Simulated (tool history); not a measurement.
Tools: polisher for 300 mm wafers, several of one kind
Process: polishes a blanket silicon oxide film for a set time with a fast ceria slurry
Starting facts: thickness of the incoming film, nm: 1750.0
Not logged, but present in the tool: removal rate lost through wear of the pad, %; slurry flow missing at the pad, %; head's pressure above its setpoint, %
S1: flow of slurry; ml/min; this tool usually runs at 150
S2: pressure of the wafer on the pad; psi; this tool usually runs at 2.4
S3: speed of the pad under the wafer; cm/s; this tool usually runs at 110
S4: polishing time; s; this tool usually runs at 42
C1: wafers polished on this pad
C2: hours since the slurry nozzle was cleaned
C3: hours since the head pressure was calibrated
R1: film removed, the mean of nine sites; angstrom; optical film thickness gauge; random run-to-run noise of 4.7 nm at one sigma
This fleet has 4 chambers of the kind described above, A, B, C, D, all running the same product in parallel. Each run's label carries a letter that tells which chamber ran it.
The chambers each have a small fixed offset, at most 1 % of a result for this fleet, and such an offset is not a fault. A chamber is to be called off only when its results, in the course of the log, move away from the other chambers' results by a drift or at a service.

run	hour	S1	S2	S3	S4	C1	C2	C3	R1
1D	6.8	150	2.4	110	42	738	39.8	958.1	5035.7
2B	11.3	150	2.4	110	42	726	244.9	55.6	5143.5
3A	15.2	150	2.4	110	42	478	53.9	980.9	5060
4C	20.5	150	2.4	110	42	200	231.1	75.4	5043.1
# hour 24: chamber A: worn pad replaced by a new one
# hour 25.7: chamber B: worn pad replaced by a new one
5A	27	150	3.1	110	56	23	65.7	992.7	8759.4
6B	30.8	150	3.1	110	56	39	264.4	75.1	8747.1
7C	37.7	150	3.1	110	56	332	248.3	92.6	8706.5
# hour 38.9: chamber C: slurry nozzle cleaned
8D	42.1	150	3.1	110	56	1008	75.1	993.4	8625
9A	48.5	150	2	110	42	188	87.2	1014.2	4188
10D	54.6	150	2	110	42	1104	87.6	1005.9	4144.5
# hour 58.6: chamber D: worn pad replaced by a new one
11B	61.2	150	2	110	42	272	294.8	105.5	4288.2
12C	64.7	150	2	110	42	538	25.8	119.6	4310.1
13B	71.1	150	3.2	110	42	347	304.7	115.4	6761.2
14D	74.5	150	3.2	110	42	121	107.5	1025.8	6907.5
15A	80.4	150	3.2	110	42	432	119.1	1046.1	6819.1
16C	86.6	150	3.2	110	42	706	47.7	141.5	6842.2
17A	90.5	150	2.4	110	42	509	129.2	1056.2	5127
18B	95.3	150	2.4	110	42	533	328.9	139.6	5062.8
# hour 96.1: chamber A: worn pad replaced by a new one
19D	101.8	150	2.4	110	42	330	134.8	1053.1	5041.1
20C	105.5	150	2.4	110	42	851	66.6	160.4	5198.7
21B	111.3	150	2.4	76	42	655	344.9	155.6	3558.5
22A	116.3	150	2.4	76	42	155	155	1082	3508.1
# hour 120.4: chamber A: head pressure recalibrated
23C	122.8	150	2.4	76	42	983	83.9	177.7	3625.2
24D	126.6	150	2.4	76	42	520	159.6	1077.9	3510.9
# hour 132: chamber B: worn pad replaced by a new one
25B	133.3	150	2.4	110	42	10	366.9	177.6	5030.2
26C	136.8	150	2.4	110	42	1090	97.9	191.7	5108.8
27D	141.9	150	2.4	110	42	637	174.9	1093.2	5036.8
28A	146.2	105	2.4	110	42	383	184.9	25.9	5037.1
29C	151.9	105	2.4	110	42	1206	113	206.8	4665.4
# hour 157.9: chamber A: worn pad replaced by a new one
# hour 158.6: chamber C: worn pad replaced by a new one
30B	158.6	105	2.4	110	42	203	392.2	202.9	4781.3
31A	165.9	105	2.4	110	42	61	204.6	45.6	4930.2
32D	171.8	150	2.4	110	42	866	204.8	1123.1	5013.9
33C	175.7	150	2.4	110	42	130	136.8	230.6	5086.4
# hour 177.9: chamber A: slurry nozzle cleaned
# hour 178.4: chamber D: worn pad replaced by a new one
# hour 178.6: chamber D: slurry nozzle cleaned
34A	181.2	150	2.4	110	42	178	3.4	60.9	5353.5
35D	184.8	150	2.4	110	42	49	6.3	1136.1	5089.8
36B	192	150	2.4	110	42	459	425.6	236.3	5120.3
37C	198.9	150	2.4	110	42	308	160	253.8	5061.7
38B	206.2	150	2.4	110	42	567	439.8	250.5	5043.6
39A	212.7	150	2.4	110	42	419	34.9	92.4	5373

Next, every chamber runs the same settings. What will each give?
40A	217.9	150	3.1	110	42				?
40B	217.9	150	3.1	110	42				?
40C	217.9	150	3.1	110	42				?
40D	217.9	150	3.1	110	42				?

run	R1
40A	6902.9
40B	6421.1
40C	6672.2
40D	6580.2

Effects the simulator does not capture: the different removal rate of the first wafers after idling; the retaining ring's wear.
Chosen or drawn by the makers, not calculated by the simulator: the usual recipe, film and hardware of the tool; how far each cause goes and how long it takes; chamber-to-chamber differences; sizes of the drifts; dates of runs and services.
